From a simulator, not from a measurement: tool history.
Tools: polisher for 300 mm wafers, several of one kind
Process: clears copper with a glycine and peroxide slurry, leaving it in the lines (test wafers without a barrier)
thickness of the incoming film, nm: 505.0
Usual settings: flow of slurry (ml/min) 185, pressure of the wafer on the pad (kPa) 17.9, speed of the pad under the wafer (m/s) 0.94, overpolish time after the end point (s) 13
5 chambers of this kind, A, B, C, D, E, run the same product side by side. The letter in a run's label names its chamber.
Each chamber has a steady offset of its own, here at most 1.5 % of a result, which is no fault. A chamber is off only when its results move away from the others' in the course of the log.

run   hour  flow of slurry (ml/min)  pressure of the wafer on the pad (kPa)  speed of the pad under the wafer (m/s)  overpolish time after the end point (s)  time until the end point was called (s)  dishing of a wide line in a test structure (nm)
 1D    4.9                      185                                    17.9                                    0.94                                       13                                  112.060                                           28.207
       7.4  -- chamber A: head pressure recalibrated
 2A    7.9                      185                                    17.9                                    0.94                                       13                                  110.030                                           28.883
 3B   13.9                      185                                    17.9                                    0.94                                       13                                  111.990                                           29.227
 4C   17.6                      185                                    17.9                                    0.94                                       13                                  112.720                                           29.643
 5E   20.4                      185                                    17.9                                    0.94                                       13                                  110.990                                           29.434
 6D   25.5                      185                                    17.9                                    0.94                                       13                                  109.230                                           29.342
 7B   28.6                      185                                    17.9                                    0.94                                       13                                  111.060                                           29.553
      33.7  -- chamber E: worn pad replaced by a new one
 8C   34.8                      185                                    17.9                                    0.94                                       13                                  112.330                                           29.078
 9E   40.9                      185                                    17.9                                    0.94                                       13                                  112.160                                           30.102
10A   44.6                      185                                    17.9                                    0.94                                       13                                  111.310                                           29.147
11C   48.2                      185                                    17.9                                    0.94                                       13                                  110.510                                           29.339
12B   51.5                      185                                    17.9                                    0.94                                       19                                  111.280                                           35.193
13E   55.4                      185                                    17.9                                    0.94                                       19                                  112.060                                           35.191
      57.4  -- chamber D: slurry nozzle cleaned
14D   59.7                      185                                    17.9                                    0.94                                       19                                  111.940                                           35.485
      64.9  -- chamber B: slurry nozzle cleaned
15A   66.1                      185                                    17.9                                    0.94                                       19                                  112.760                                           35.310
16E   72.5                      185                                    17.9                                    0.94                                       19                                  110.560                                           35.539
17D   79.1                      185                                    17.9                                    0.94                                       13                                  108.970                                           29.342
18B   84.0                      185                                    17.9                                    0.94                                       13                                  113.100                                           29.327
      84.9  -- chamber B: worn pad replaced by a new one
19A   88.5                      185                                    17.9                                    0.94                                       13                                  115.640                                           28.472
      90.8  -- chamber C: worn pad replaced by a new one
20C   91.8                      185                                    17.9                                    0.94                                       13                                  111.860                                           29.207
      95.7  -- chamber D: worn pad replaced by a new one
21A   96.3                      185                                    17.9                                    0.94                                       13                                  115.090                                           27.995
22B   99.9                      185                                    17.9                                    0.94                                       17                                  113.800                                           33.601
23C  106.2                      185                                    17.9                                    0.94                                       17                                  111.900                                           33.326
24D  111.0                      185                                    17.9                                    0.94                                       17                                  109.940                                           33.705
25E  114.8                      185                                    17.9                                    0.94                                       17                                  111.250                                           34.676
     115.9  -- chamber E: worn pad replaced by a new one
26A  118.1                      185                                    17.9                                    0.94                                       17                                  116.660                                           32.287
27C  124.2                      185                                    17.9                                    0.94                                       13                                  110.200                                           28.789
28D  128.2                      185                                    17.9                                    0.94                                       13                                  112.710                                           28.834
29E  134.2                      185                                    17.9                                    0.94                                       10                                  109.510                                           25.313
30B  138.6                      185                                    17.9                                    0.94                                       10                                  111.040                                           25.016
31B  142.4                      185                                    17.9                                    0.94                                       10                                  111.940                                           24.503
32E  146.4                      185                                    17.9                                    0.94                                       10                                  111.830                                           24.929
33C  150.9                      185                                    17.9                                    0.94                                       10                                  114.550                                           24.287
34A  156.0                      215                                    12.4                                    0.94                                       13                                  155.770                                           23.508
35D  159.2                      215                                    12.4                                    0.94                                       13                                  145.880                                           25.038
36C  165.7                      215                                    12.4                                    0.94                                       13                                  148.930                                           24.442
37D  171.0                      215                                    12.4                                    0.94                                       13                                  145.700                                           25.944
38E  176.8                      215                                    12.4                                    0.94                                       13                                  146.430                                           25.265
39A  182.7                      185                                    17.9                                    0.94                                       13                                  125.870                                           27.706
     183.6  -- chamber E: worn pad replaced by a new one
40B  188.4                      185                                    17.9                                    0.94                                       13                                  111.050                                           28.482
41E  194.3                      185                                    17.9                                    0.94                                       13                                  111.440                                           29.347
42A  199.5                      185                                    17.9                                    0.94                                       13                                  124.140                                           27.524
43C  204.0                      185                                    17.9                                    0.94                                       13                                  110.960                                           29.207

Is one chamber off against the others, does the gauge drift, or is nothing wrong? If a chamber is off, say which, and what the likeliest cause is.

Chamber A drifts away from the others.
Cause: removal rate lost through wear of the pad, % = 11.9.

Here are 4 candidates for chamber A's next run, each the usual settings with a change, their results left as question marks. Which one brings its results back in line with what the others give on the usual settings?
In line means no further than this from the other chambers' mean on the usual settings: time until the end point was called (s) 4.000; dishing of a wide line in a test structure (nm) 1.400
44A-1  208.7                      180                                    16.5                                    0.88                                       13                                        ?                                                ?
44A-2  208.7                      185                                    17.2                                    0.90                                       13                                        ?                                                ?
44A-3  208.7                      185                                    18.6                                    0.98                                       13                                        ?                                                ?
44A-4  208.7                      190                                    19.3                                    1.00                                       14                                        ?                                                ?

The other chambers' mean on the usual settings: time until the end point was called (s) 111.540; dishing of a wide line in a test structure (nm) 29.282
  run  time until the end point was called (s)  dishing of a wide line in a test structure (nm)
44A-1                                  141.050                                           24.880
44A-2                                  133.570                                           25.678
44A-3                                  117.080                                           27.559
44A-4                                  111.270                                           29.459
44A-4 brings the chamber back in line.

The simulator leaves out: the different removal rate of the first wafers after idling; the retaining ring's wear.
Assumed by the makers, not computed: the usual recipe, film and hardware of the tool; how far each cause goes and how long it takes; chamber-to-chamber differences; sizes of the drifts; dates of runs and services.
